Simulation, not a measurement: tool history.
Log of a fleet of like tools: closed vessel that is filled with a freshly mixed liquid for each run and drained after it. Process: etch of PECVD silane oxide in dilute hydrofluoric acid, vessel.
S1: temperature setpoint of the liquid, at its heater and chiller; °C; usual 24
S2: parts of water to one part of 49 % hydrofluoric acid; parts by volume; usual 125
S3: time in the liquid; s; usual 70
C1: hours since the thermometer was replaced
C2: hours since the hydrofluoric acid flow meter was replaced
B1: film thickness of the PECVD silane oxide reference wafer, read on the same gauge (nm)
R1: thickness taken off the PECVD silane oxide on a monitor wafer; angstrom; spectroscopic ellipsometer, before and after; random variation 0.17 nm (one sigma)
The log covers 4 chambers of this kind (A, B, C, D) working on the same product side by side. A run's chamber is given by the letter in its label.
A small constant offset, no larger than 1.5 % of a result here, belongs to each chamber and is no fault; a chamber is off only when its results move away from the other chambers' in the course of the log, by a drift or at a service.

run 1A day=0.321 | S1=24 S2=125 S3=70 | C1=1006.1 C2=1797.3 | B1=59.993 | R1=174.07
run 2D day=0.596 | S1=24 S2=125 S3=70 | C1=177.7 C2=36.2 | B1=59.995 | R1=176.53
run 3C day=0.925 | S1=24 S2=125 S3=70 | C1=50.9 C2=551.1 | B1=60.007 | R1=172.81
run 4B day=1.421 | S1=24 S2=125 S3=70 | C1=2155.3 C2=1211.6 | B1=60.02 | R1=177.92
run 5A day=1.821 | S1=24 S2=125 S3=70 | C1=1042.1 C2=1833.3 | B1=59.996 | R1=173.68
run 6D day=2.217 | S1=24 S2=125 S3=70 | C1=216.6 C2=75.1 | B1=60.035 | R1=176.29
run 7B day=2.479 | S1=24 S2=125 S3=70 | C1=2180.7 C2=1237 | B1=59.973 | R1=174.48
run 8C day=2.904 | S1=24 S2=125 S3=70 | C1=98.4 C2=598.6 | B1=60.03 | R1=172.82
run 9C day=3.158 | S1=28 S2=125 S3=70 | C1=104.5 C2=604.7 | B1=59.995 | R1=202.74
run 10A day=3.679 | S1=28 S2=125 S3=70 | C1=1086.7 C2=1877.9 | B1=59.968 | R1=206.23
run 11D day=3.975 | S1=28 S2=125 S3=70 | C1=258.8 C2=117.3 | B1=59.97 | R1=203.03
run 12B day=4.279 | S1=28 S2=125 S3=70 | C1=2223.9 C2=1280.2 | B1=60.005 | R1=207.38
run 13A day=4.725 | S1=24 S2=125 S3=70 | C1=1111.8 C2=1903 | B1=60.007 | R1=174.68
run 14B day=5.221 | S1=24 S2=125 S3=70 | C1=2246.5 C2=1302.8 | B1=59.953 | R1=177.35
run 15C day=5.717 | S1=24 S2=125 S3=70 | C1=165.9 C2=666.1 | B1=59.981 | R1=176.77
run 16D day=6.012 | S1=24 S2=125 S3=70 | C1=307.7 C2=166.2 | B1=60.036 | R1=176.34
-- day=6.283 chamber C: hydrofluoric acid flow meter replaced
run 17C day=6.483 | S1=24 S2=125 S3=70 | C1=184.3 C2=4.9 | B1=60.003 | R1=172.86
run 18B day=6.962 | S1=24 S2=125 S3=70 | C1=2288.3 C2=1344.6 | B1=59.979 | R1=176.31
run 19D day=7.433 | S1=26 S2=125 S3=70 | C1=341.8 C2=200.3 | B1=60.037 | R1=192.8
run 20A day=7.962 | S1=26 S2=125 S3=70 | C1=1189.5 C2=1980.7 | B1=59.974 | R1=189.68
run 21D day=8.512 | S1=26 S2=125 S3=70 | C1=367.7 C2=226.2 | B1=59.97 | R1=191.72
run 22C day=8.767 | S1=26 S2=125 S3=70 | C1=239.1 C2=59.7 | B1=60.009 | R1=187.23
run 23A day=9.046 | S1=24 S2=125 S3=70 | C1=1215.5 C2=2006.7 | B1=59.966 | R1=177.06
run 24B day=9.379 | S1=24 S2=125 S3=70 | C1=2346.3 C2=1402.6 | B1=59.977 | R1=176.05
run 25A day=9.817 | S1=24 S2=125 S3=70 | C1=1234 C2=2025.2 | B1=60.015 | R1=176.91
run 26B day=10.321 | S1=24 S2=125 S3=70 | C1=2368.9 C2=1425.2 | B1=59.963 | R1=174.55
run 27C day=10.608 | S1=24 S2=125 S3=70 | C1=283.3 C2=103.9 | B1=60.018 | R1=171.96
run 28D day=10.988 | S1=24 S2=125 S3=70 | C1=427.1 C2=285.6 | B1=59.952 | R1=177.05
run 29C day=11.35 | S1=24 S2=125 S3=70 | C1=301.1 C2=121.7 | B1=59.999 | R1=174.17
run 30D day=11.783 | S1=24 S2=125 S3=70 | C1=446.2 C2=304.7 | B1=60.005 | R1=174.78
run 31B day=12.208 | S1=24 S2=125 S3=90 | C1=2414.2 C2=1470.5 | B1=59.985 | R1=230.03
run 32A day=12.779 | S1=24 S2=125 S3=90 | C1=1305.1 C2=2096.3 | B1=59.998 | R1=225.2
run 33B day=13.325 | S1=24 S2=125 S3=90 | C1=2441 C2=1497.3 | B1=59.992 | R1=229.46
run 34A day=13.662 | S1=24 S2=125 S3=90 | C1=1326.3 C2=2117.5 | B1=59.986 | R1=223.91
run 35D day=14.158 | S1=24 S2=125 S3=70 | C1=503.2 C2=361.7 | B1=60.046 | R1=178.96
run 36C day=14.529 | S1=24 S2=125 S3=70 | C1=377.4 C2=198 | B1=60.03 | R1=174.48
run 37C day=14.983 | S1=24 S2=125 S3=70 | C1=388.3 C2=208.9 | B1=59.997 | R1=172.67
run 38D day=15.512 | S1=24 S2=125 S3=70 | C1=535.7 C2=394.2 | B1=59.995 | R1=173.57
run 39A day=15.996 | S1=24 S2=125 S3=90 | C1=1382.3 C2=2173.5 | B1=60.033 | R1=226.06
run 40B day=16.525 | S1=24 S2=125 S3=90 | C1=2517.8 C2=1574.1 | B1=60.026 | R1=231.09
run 41A day=17.088 | S1=24 S2=125 S3=90 | C1=1408.5 C2=2199.7 | B1=60.011 | R1=226.91
run 42C day=17.571 | S1=24 S2=125 S3=90 | C1=450.4 C2=271 | B1=59.962 | R1=225.92
run 43B day=18.033 | S1=24 S2=125 S3=70 | C1=2554 C2=1610.3 | B1=59.968 | R1=175.92

Each of the 4 chambers runs these same settings next. Fill in every chamber's results:
run 44A day=18.446 | S1=24 S2=175 S3=70 | R1=?
run 44B day=18.446 | S1=24 S2=175 S3=70 | R1=?
run 44C day=18.446 | S1=24 S2=175 S3=70 | R1=?
run 44D day=18.446 | S1=24 S2=175 S3=70 | R1=?

run=44A R1=118.91
run=44B R1=117.82
run=44C R1=115.28
run=44D R1=119.82

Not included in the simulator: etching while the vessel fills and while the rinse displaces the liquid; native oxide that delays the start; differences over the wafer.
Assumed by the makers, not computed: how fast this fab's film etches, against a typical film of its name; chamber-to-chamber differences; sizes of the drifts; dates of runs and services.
